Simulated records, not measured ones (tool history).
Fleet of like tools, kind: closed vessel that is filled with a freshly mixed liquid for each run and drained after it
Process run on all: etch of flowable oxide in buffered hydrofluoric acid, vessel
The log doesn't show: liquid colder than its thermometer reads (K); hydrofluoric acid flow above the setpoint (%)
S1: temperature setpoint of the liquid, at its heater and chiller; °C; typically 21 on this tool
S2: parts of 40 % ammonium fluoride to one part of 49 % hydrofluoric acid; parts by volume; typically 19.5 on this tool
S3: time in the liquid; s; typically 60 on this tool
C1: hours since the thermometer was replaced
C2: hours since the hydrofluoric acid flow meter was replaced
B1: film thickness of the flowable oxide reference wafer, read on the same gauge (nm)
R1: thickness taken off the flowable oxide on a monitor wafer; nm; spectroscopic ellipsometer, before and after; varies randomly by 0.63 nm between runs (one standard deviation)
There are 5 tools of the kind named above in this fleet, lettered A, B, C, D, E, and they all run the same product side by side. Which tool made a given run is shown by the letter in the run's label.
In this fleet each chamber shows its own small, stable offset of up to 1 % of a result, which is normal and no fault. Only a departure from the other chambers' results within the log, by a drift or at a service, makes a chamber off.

{"day": 0.125, "done": "chamber D: hydrofluoric acid flow meter replaced"}
{"run": "1C", "day": 0.275, "S1": 21, "S2": 19.5, "S3": 60, "C1": 1023.1, "C2": 168.8, "B1": 39.993, "R1": 68.442}
{"run": "2D", "day": 0.621, "S1": 21, "S2": 19.5, "S3": 60, "C1": 1913.4, "C2": 11.9, "B1": 40.017, "R1": 68.663}
{"run": "3B", "day": 1.083, "S1": 21, "S2": 19.5, "S3": 60, "C1": 133.4, "C2": 1037.7, "B1": 39.996, "R1": 68.26}
{"run": "4E", "day": 1.392, "S1": 21, "S2": 19.5, "S3": 60, "C1": 626.5, "C2": 221.8, "B1": 39.977, "R1": 68.316}
{"run": "5A", "day": 1.679, "S1": 21, "S2": 19.5, "S3": 60, "C1": 1941.1, "C2": 357.4, "B1": 40.042, "R1": 67.749}
{"run": "6A", "day": 1.933, "S1": 21, "S2": 19.5, "S3": 60, "C1": 1947.2, "C2": 363.5, "B1": 40.026, "R1": 66.718}
{"run": "7E", "day": 2.358, "S1": 21, "S2": 19.5, "S3": 60, "C1": 649.7, "C2": 245, "B1": 39.973, "R1": 66.871}
{"run": "8B", "day": 2.588, "S1": 21, "S2": 19.5, "S3": 60, "C1": 169.5, "C2": 1073.8, "B1": 40, "R1": 67.867}
{"run": "9D", "day": 3.067, "S1": 21, "S2": 19.5, "S3": 90, "C1": 1972.1, "C2": 70.6, "B1": 39.986, "R1": 103.84}
{"run": "10C", "day": 3.529, "S1": 21, "S2": 19.5, "S3": 90, "C1": 1101.2, "C2": 246.9, "B1": 39.992, "R1": 103.21}
{"run": "11B", "day": 4.038, "S1": 21, "S2": 19.5, "S3": 90, "C1": 204.3, "C2": 1108.6, "B1": 39.975, "R1": 102.05}
{"run": "12C", "day": 4.529, "S1": 21, "S2": 19.5, "S3": 90, "C1": 1125.2, "C2": 270.9, "B1": 39.996, "R1": 101.23}
{"run": "13D", "day": 4.771, "S1": 21, "S2": 19.5, "S3": 90, "C1": 2013, "C2": 111.5, "B1": 40.061, "R1": 103.57}
{"run": "14A", "day": 5.167, "S1": 21, "S2": 19.5, "S3": 60, "C1": 2024.8, "C2": 441.1, "B1": 40.044, "R1": 68.544}
{"run": "15E", "day": 5.475, "S1": 21, "S2": 19.5, "S3": 60, "C1": 724.5, "C2": 319.8, "B1": 39.985, "R1": 67.827}
{"run": "16A", "day": 5.738, "S1": 21, "S2": 19.5, "S3": 60, "C1": 2038.5, "C2": 454.8, "B1": 40.023, "R1": 68.863}
{"run": "17B", "day": 6.175, "S1": 21, "S2": 19.5, "S3": 60, "C1": 255.6, "C2": 1159.9, "B1": 40.002, "R1": 71.008}
{"run": "18E", "day": 6.529, "S1": 21, "S2": 19.5, "S3": 60, "C1": 749.8, "C2": 345.1, "B1": 40.004, "R1": 67.823}
{"run": "19C", "day": 6.825, "S1": 21, "S2": 19.5, "S3": 60, "C1": 1180.3, "C2": 326, "B1": 39.964, "R1": 68.104}
{"run": "20D", "day": 7.225, "S1": 21, "S2": 19.5, "S3": 60, "C1": 2071.9, "C2": 170.4, "B1": 40.015, "R1": 69.069}
{"run": "21A", "day": 7.638, "S1": 21, "S2": 19.5, "S3": 85, "C1": 2084.1, "C2": 500.4, "B1": 39.991, "R1": 96.76}
{"run": "22C", "day": 7.879, "S1": 21, "S2": 19.5, "S3": 85, "C1": 1205.6, "C2": 351.3, "B1": 39.972, "R1": 97.277}
{"run": "23E", "day": 8.358, "S1": 21, "S2": 19.5, "S3": 85, "C1": 793.7, "C2": 389, "B1": 40.009, "R1": 96.494}
{"run": "24D", "day": 8.758, "S1": 21, "S2": 19.5, "S3": 85, "C1": 2108.7, "C2": 207.2, "B1": 39.962, "R1": 98.284}
{"run": "25B", "day": 9.112, "S1": 21, "S2": 19.5, "S3": 85, "C1": 326.1, "C2": 1230.4, "B1": 40.015, "R1": 100.81}
{"run": "26C", "day": 9.45, "S1": 21, "S2": 19.5, "S3": 60, "C1": 1243.3, "C2": 389, "B1": 39.989, "R1": 68.172}
{"run": "27B", "day": 9.671, "S1": 21, "S2": 19.5, "S3": 60, "C1": 339.5, "C2": 1243.8, "B1": 40.055, "R1": 72.093}
{"run": "28A", "day": 10.154, "S1": 21, "S2": 19.5, "S3": 60, "C1": 2144.5, "C2": 560.8, "B1": 40.014, "R1": 70.089}
{"run": "29D", "day": 10.396, "S1": 21, "S2": 19.5, "S3": 60, "C1": 2148, "C2": 246.5, "B1": 40.016, "R1": 69.026}
{"run": "30E", "day": 10.8, "S1": 25.5, "S2": 19.5, "S3": 60, "C1": 852.3, "C2": 447.6, "B1": 39.986, "R1": 86.418}
{"run": "31E", "day": 11.171, "S1": 25.5, "S2": 19.5, "S3": 60, "C1": 861.2, "C2": 456.5, "B1": 40.018, "R1": 87.06}
{"run": "32B", "day": 11.538, "S1": 25.5, "S2": 19.5, "S3": 60, "C1": 384.3, "C2": 1288.6, "B1": 40.009, "R1": 93.065}
{"run": "33D", "day": 11.775, "S1": 25.5, "S2": 19.5, "S3": 60, "C1": 2181.1, "C2": 279.6, "B1": 39.99, "R1": 88.26}
{"run": "34C", "day": 12.208, "S1": 25.5, "S2": 19.5, "S3": 60, "C1": 1309.5, "C2": 455.2, "B1": 40.016, "R1": 87.605}
{"run": "35A", "day": 12.558, "S1": 21, "S2": 19.5, "S3": 60, "C1": 2202.2, "C2": 618.5, "B1": 39.974, "R1": 67.342}
{"run": "36B", "day": 12.792, "S1": 17, "S2": 16.5, "S3": 60, "C1": 414.4, "C2": 1318.7, "B1": 40.002, "R1": 69.351}
{"run": "37A", "day": 13.117, "S1": 17, "S2": 16.5, "S3": 60, "C1": 2215.6, "C2": 631.9, "B1": 39.973, "R1": 66.246}
{"run": "38C", "day": 13.529, "S1": 17, "S2": 16.5, "S3": 60, "C1": 1341.2, "C2": 486.9, "B1": 40.014, "R1": 64.105}
{"run": "39D", "day": 13.9, "S1": 17, "S2": 16.5, "S3": 60, "C1": 2232.1, "C2": 330.6, "B1": 39.976, "R1": 63.888}

Which is it: a chamber that has drifted or been left off by a service, a gauge drift common to all chambers, or only each chamber's usual small offset? If a chamber is off, name it and its likeliest cause.

Little by little, chamber B moves away from the other chambers.
What lies behind it: hydrofluoric acid flow above the setpoint (%) = 8.2.
From this log alone, it may not be told apart from: liquid hotter than its thermometer reads (K).

Which of the 4 candidates below, each the usual settings with something changed and its results left as question marks, puts chamber B back in line with what the other chambers give on the usual settings?
Counts as in line when no further than this from what the other chambers average on the usual settings: R1 2.2 nm
{"run": "40B-1", "day": 14.267, "S1": 21, "S2": 19, "S3": 60, "R1": "?"}
{"run": "40B-2", "day": 14.267, "S1": 21, "S2": 18, "S3": 60, "R1": "?"}
{"run": "40B-3", "day": 14.267, "S1": 21, "S2": 20, "S3": 60, "R1": "?"}
{"run": "40B-4", "day": 14.267, "S1": 19.5, "S2": 19.5, "S3": 60, "R1": "?"}

Mean of the other chambers on the usual settings: R1 68.263 nm
run=40B-1 R1=75.845
run=40B-2 R1=79.997
run=40B-3 R1=72.103
run=40B-4 R1=67.966
The answer is 40B-4, which returns the chamber to within the allowed miss of the others.

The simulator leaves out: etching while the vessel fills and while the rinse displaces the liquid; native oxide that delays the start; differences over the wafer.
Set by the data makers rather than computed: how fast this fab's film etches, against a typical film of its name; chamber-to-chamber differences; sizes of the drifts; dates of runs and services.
